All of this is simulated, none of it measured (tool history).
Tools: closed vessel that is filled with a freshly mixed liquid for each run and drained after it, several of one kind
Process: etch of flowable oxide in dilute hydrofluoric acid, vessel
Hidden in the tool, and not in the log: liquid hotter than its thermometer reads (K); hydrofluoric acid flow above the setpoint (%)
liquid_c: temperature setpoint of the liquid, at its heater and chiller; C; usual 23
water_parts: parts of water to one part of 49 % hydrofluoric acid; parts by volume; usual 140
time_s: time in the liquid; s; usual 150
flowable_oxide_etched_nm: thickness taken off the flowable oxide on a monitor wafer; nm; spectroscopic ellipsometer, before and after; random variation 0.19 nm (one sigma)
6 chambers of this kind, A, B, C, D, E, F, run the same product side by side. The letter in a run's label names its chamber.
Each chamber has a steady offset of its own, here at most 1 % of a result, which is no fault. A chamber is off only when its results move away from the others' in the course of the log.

run	hour	liquid_c	water_parts	time_s	hours since the thermometer was replaced	hours since the hydrofluoric acid flow meter was replaced	read-back film thickness of the flowable oxide reference wafer, read on the same gauge (nm)	flowable_oxide_etched_nm
1A	8.7	23	140	150	320.2	796.8	50.026	27.183
2C	17.4	23	140	150	681	867.8	49.975	27.593
3D	25.2	23	140	150	532.9	804.1	50.049	27.536
4B	32.1	23	140	150	1091.1	1325.6	49.991	27.366
5F	41.3	23	140	150	203.5	1355.3	49.993	27.797
6E	48.1	27.5	140	235	416.5	55.9	49.952	51.881
7C	56.8	27.5	140	235	720.4	907.2	50.014	50.449
8D	64.9	27.5	140	235	572.6	843.8	50.001	51.931
9A	71.8	27.5	140	235	383.3	859.9	49.974	50.81
10F	79.5	27.5	140	235	241.7	1393.5	50.014	50.981
11B	84.6	27.5	140	235	1143.6	1378.1	50.018	51.596
12E	93.1	23	140	150	461.5	100.9	49.981	27.399
13B	99.5	23	140	150	1158.5	1393	50.018	28.102
14F	108.5	23	140	150	270.7	1422.5	49.993	27.12
15C	117.9	23	140	75	781.5	968.3	50.016	13.772
16A	127.7	23	140	75	439.2	915.8	50.009	13.706
17D	136.2	23	140	75	643.9	915.1	50.042	13.738
18E	143.3	23	140	75	511.7	151.1	50.003	13.789
19E	152.5	23	140	75	520.9	160.3	49.961	13.85
20A	159.6	23	140	75	471.1	947.7	49.971	13.734
21C	163.8	23	140	150	827.4	1014.2	50.013	27.654
22B	169.5	23	140	150	1228.5	1463	50.031	28.494
23D	175.4	23	140	150	683.1	954.3	50.025	27.257
24F	182.1	23	140	150	344.3	1496.1	50.001	27.842
25D	187	23	140	150	694.7	965.9	49.969	27.564
26C	194.5	23	175	70	858.1	1044.9	50.022	9.8845
27F	203.7	23	175	70	365.9	1517.7	50.012	9.8928
28E	209.4	23	175	70	577.8	217.2	49.999	10.066
29A	216.5	23	175	70	528	1004.6	50.061	9.7526
30B	225.3	23	175	70	1284.3	1518.8	49.977	10.561
31D	233.9	23	175	70	741.6	1012.8	50.01	9.9264
32F	240.3	23	140	150	402.5	1554.3	49.991	27.834
33A	249.2	23	140	150	560.7	1037.3	49.979	27.366
34B	258.6	23	140	150	1317.6	1552.1	49.977	29.563
35E	267.2	23	140	150	635.6	275	50.004	27.645
36C	272.6	23	140	150	936.2	1123	50.002	27.756
37A	282	23	140	150	593.5	1070.1	50.006	27.068
38F	291.6	23	140	150	453.8	1605.6	50.004	27.556
39E	296.9	23	140	150	665.3	304.7	49.967	27.603
40B	305.8	23	140	150	1364.8	1599.3	49.948	30.07
41D	311.3	23	140	225	819	1090.2	49.944	41.908
42C	316	23	140	225	979.6	1166.4	49.984	41.196

Is one chamber off against the others, does the gauge drift, or is nothing wrong? If a chamber is off, say which, and what the likeliest cause is.

Chamber B drifts away from the others.
Cause: hydrofluoric acid flow above the setpoint (%) = 8.95.
The log may not tell that from: liquid hotter than its thermometer reads (K).

Here are 4 candidates for chamber B's next run, each the usual settings with a change, their results left as question marks. Which one brings its results back in line with what the others give on the usual settings?
In line means no further than this from the other chambers' mean on the usual settings: flowable_oxide_etched_nm 0.68 nm
43B-1	323.1	22.5	150	150				?
43B-2	323.1	23	140	165				?
43B-3	323.1	23	165	150				?
43B-4	323.1	23.5	120	150				?

The other chambers' mean on the usual settings: flowable_oxide_etched_nm 27.55 nm
run	flowable_oxide_etched_nm
43B-1	27.5
43B-2	33.37
43B-3	25.125
43B-4	36.811
43B-1 brings the chamber back in line.

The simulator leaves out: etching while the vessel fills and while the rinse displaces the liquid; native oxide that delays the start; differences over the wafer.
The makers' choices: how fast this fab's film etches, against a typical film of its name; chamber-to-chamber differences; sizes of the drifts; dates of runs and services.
